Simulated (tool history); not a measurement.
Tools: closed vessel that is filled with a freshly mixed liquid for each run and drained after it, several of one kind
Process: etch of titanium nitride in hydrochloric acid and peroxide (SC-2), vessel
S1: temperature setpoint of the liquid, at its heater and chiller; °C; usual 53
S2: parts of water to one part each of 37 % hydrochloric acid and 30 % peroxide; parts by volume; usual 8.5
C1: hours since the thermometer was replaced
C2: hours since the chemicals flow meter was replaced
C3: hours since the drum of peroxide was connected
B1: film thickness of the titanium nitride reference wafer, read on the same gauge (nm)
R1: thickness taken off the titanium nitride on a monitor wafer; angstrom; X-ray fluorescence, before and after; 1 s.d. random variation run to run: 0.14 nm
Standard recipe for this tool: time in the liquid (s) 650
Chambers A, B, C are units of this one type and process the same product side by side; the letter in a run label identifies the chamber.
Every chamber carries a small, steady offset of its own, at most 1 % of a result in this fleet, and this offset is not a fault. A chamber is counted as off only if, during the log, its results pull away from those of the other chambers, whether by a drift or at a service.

run 1C hour=9.1 | S1=53 S2=8.5 time_in_the_liquid_(s)=650 | C1=1867.5 C2=294.9 C3=262.2 | B1=119.96 | R1=188.230
run 2A hour=15.8 | S1=53 S2=8.5 time_in_the_liquid_(s)=650 | C1=430.1 C2=670.2 C3=1023.8 | B1=119.97 | R1=187.400
run 3B hour=22.0 | S1=53 S2=8.5 time_in_the_liquid_(s)=650 | C1=1815.0 C2=448.0 C3=499.4 | B1=120.04 | R1=192.080
run 4A hour=30.3 | S1=53 S2=8.5 time_in_the_liquid_(s)=650 | C1=444.6 C2=684.7 C3=1038.3 | B1=120.02 | R1=188.660
run 5C hour=38.3 | S1=53 S2=8.5 time_in_the_liquid_(s)=650 | C1=1896.7 C2=324.1 C3=291.4 | B1=120.02 | R1=188.560
run 6B hour=45.7 | S1=53 S2=8.5 time_in_the_liquid_(s)=295 | C1=1838.7 C2=471.7 C3=523.1 | B1=119.99 | R1=85.137
run 7B hour=52.7 | S1=53 S2=8.5 time_in_the_liquid_(s)=295 | C1=1845.7 C2=478.7 C3=530.1 | B1=120.01 | R1=86.810
run 8C hour=61.7 | S1=53 S2=8.5 time_in_the_liquid_(s)=295 | C1=1920.1 C2=347.5 C3=314.8 | B1=119.97 | R1=86.168
run 9A hour=70.7 | S1=53 S2=8.5 time_in_the_liquid_(s)=650 | C1=485.0 C2=725.1 C3=1078.7 | B1=119.98 | R1=188.160
run 10B hour=75.6 | S1=53 S2=8.5 time_in_the_liquid_(s)=650 | C1=1868.6 C2=501.6 C3=553.0 | B1=120.01 | R1=190.520
run 11A hour=79.8 | S1=53 S2=8.5 time_in_the_liquid_(s)=650 | C1=494.1 C2=734.2 C3=1087.8 | B1=120.00 | R1=188.320
run 12C hour=87.4 | S1=53 S2=8.5 time_in_the_liquid_(s)=650 | C1=1945.8 C2=373.2 C3=340.5 | B1=120.00 | R1=188.330
run 13C hour=93.8 | S1=57 S2=5.5 time_in_the_liquid_(s)=650 | C1=1952.2 C2=379.6 C3=346.9 | B1=120.02 | R1=348.620
-- hour=96.7 chamber C: new drum of peroxide connected
run 14B hour=99.3 | S1=57 S2=5.5 time_in_the_liquid_(s)=650 | C1=1892.3 C2=525.3 C3=576.7 | B1=120.01 | R1=349.930
run 15A hour=105.0 | S1=57 S2=5.5 time_in_the_liquid_(s)=650 | C1=519.3 C2=759.4 C3=1113.0 | B1=120.00 | R1=349.470
run 16A hour=114.0 | S1=53 S2=8.5 time_in_the_liquid_(s)=650 | C1=528.3 C2=768.4 C3=1122.0 | B1=120.02 | R1=190.780
run 17C hour=120.7 | S1=53 S2=8.5 time_in_the_liquid_(s)=650 | C1=1979.1 C2=406.5 C3=24.1 | B1=119.98 | R1=188.800
run 18B hour=127.1 | S1=53 S2=8.5 time_in_the_liquid_(s)=650 | C1=1920.1 C2=553.1 C3=604.5 | B1=119.99 | R1=189.730
-- hour=129.2 chamber B: thermometer replaced
run 19B hour=131.7 | S1=53 S2=8.5 time_in_the_liquid_(s)=650 | C1=2.5 C2=557.7 C3=609.1 | B1=120.00 | R1=189.450
run 20C hour=136.9 | S1=53 S2=8.5 time_in_the_liquid_(s)=650 | C1=1995.3 C2=422.7 C3=40.3 | B1=120.01 | R1=192.350
run 21A hour=145.9 | S1=53 S2=8.5 time_in_the_liquid_(s)=650 | C1=560.2 C2=800.3 C3=1153.9 | B1=120.02 | R1=190.550
run 22B hour=154.3 | S1=53 S2=8.5 time_in_the_liquid_(s)=650 | C1=25.1 C2=580.3 C3=631.7 | B1=119.97 | R1=190.970
run 23C hour=159.2 | S1=53 S2=8.5 time_in_the_liquid_(s)=650 | C1=2017.6 C2=445.0 C3=62.6 | B1=120.00 | R1=187.030
-- hour=162.2 chamber A: new drum of peroxide connected
run 24A hour=166.8 | S1=53 S2=8.5 time_in_the_liquid_(s)=465 | C1=581.1 C2=821.2 C3=4.7 | B1=120.01 | R1=139.030
run 25C hour=174.4 | S1=53 S2=8.5 time_in_the_liquid_(s)=465 | C1=2032.8 C2=460.2 C3=77.8 | B1=119.99 | R1=136.000
run 26A hour=179.0 | S1=53 S2=8.5 time_in_the_liquid_(s)=465 | C1=593.3 C2=833.4 C3=16.9 | B1=120.02 | R1=139.070
run 27B hour=187.4 | S1=53 S2=8.5 time_in_the_liquid_(s)=650 | C1=58.2 C2=613.4 C3=664.8 | B1=120.01 | R1=191.720
run 28A hour=192.3 | S1=53 S2=8.5 time_in_the_liquid_(s)=650 | C1=606.6 C2=846.7 C3=30.2 | B1=120.02 | R1=195.000
run 29C hour=197.5 | S1=53 S2=8.5 time_in_the_liquid_(s)=650 | C1=2055.9 C2=483.3 C3=100.9 | B1=120.00 | R1=188.540
run 30B hour=203.8 | S1=53 S2=8.5 time_in_the_liquid_(s)=650 | C1=74.6 C2=629.8 C3=681.2 | B1=120.03 | R1=191.510
run 31B hour=211.4 | S1=53 S2=8.5 time_in_the_liquid_(s)=770 | C1=82.2 C2=637.4 C3=688.8 | B1=120.03 | R1=221.270
run 32C hour=219.2 | S1=53 S2=8.5 time_in_the_liquid_(s)=770 | C1=2077.6 C2=505.0 C3=122.6 | B1=120.01 | R1=222.870
run 33A hour=227.9 | S1=53 S2=8.5 time_in_the_liquid_(s)=770 | C1=642.2 C2=882.3 C3=65.8 | B1=120.00 | R1=234.620
run 34A hour=233.6 | S1=53 S2=8.5 time_in_the_liquid_(s)=650 | C1=647.9 C2=888.0 C3=71.5 | B1=120.00 | R1=199.000
run 35B hour=237.5 | S1=53 S2=8.5 time_in_the_liquid_(s)=650 | C1=108.3 C2=663.5 C3=714.9 | B1=119.98 | R1=188.640
run 36C hour=242.5 | S1=53 S2=8.5 time_in_the_liquid_(s)=650 | C1=2100.9 C2=528.3 C3=145.9 | B1=120.00 | R1=189.040
run 37C hour=248.8 | S1=53 S2=8.5 time_in_the_liquid_(s)=650 | C1=2107.2 C2=534.6 C3=152.2 | B1=119.99 | R1=188.860

What goes on in this fleet: one chamber off, a drifting gauge, or nothing beyond the chambers' own small offsets? Name the chamber and the cause, if any.

Chamber A drifts away from the others.
Cause: liquid hotter than its thermometer reads (K) = 0.836.
The log may not separate it from: chemicals flow above the setpoint (%).

Below are 4 candidate recipes for chamber A's next run, each the usual settings with a change, their results shown as question marks. Which of them brings A's results back in line with what the other chambers give on the usual settings?
Allowed miss from the other chambers' usual-settings mean, per result, to count as in line: R1 4.800 angstrom
run 38A-1 hour=255.3 | S1=52.5 S2=8.5 time_in_the_liquid_(s)=640 | R1=?
run 38A-2 hour=255.3 | S1=53.0 S2=9.5 time_in_the_liquid_(s)=650 | R1=?
run 38A-3 hour=255.3 | S1=53.5 S2=8.5 time_in_the_liquid_(s)=660 | R1=?
run 38A-4 hour=255.3 | S1=54.0 S2=8.5 time_in_the_liquid_(s)=675 | R1=?

The other chambers' mean on the usual settings: R1 189.700 angstrom
run=38A-1 R1=189.960
run=38A-2 R1=181.980
run=38A-3 R1=209.210
run=38A-4 R1=221.160
38A-1 brings the chamber back in line.
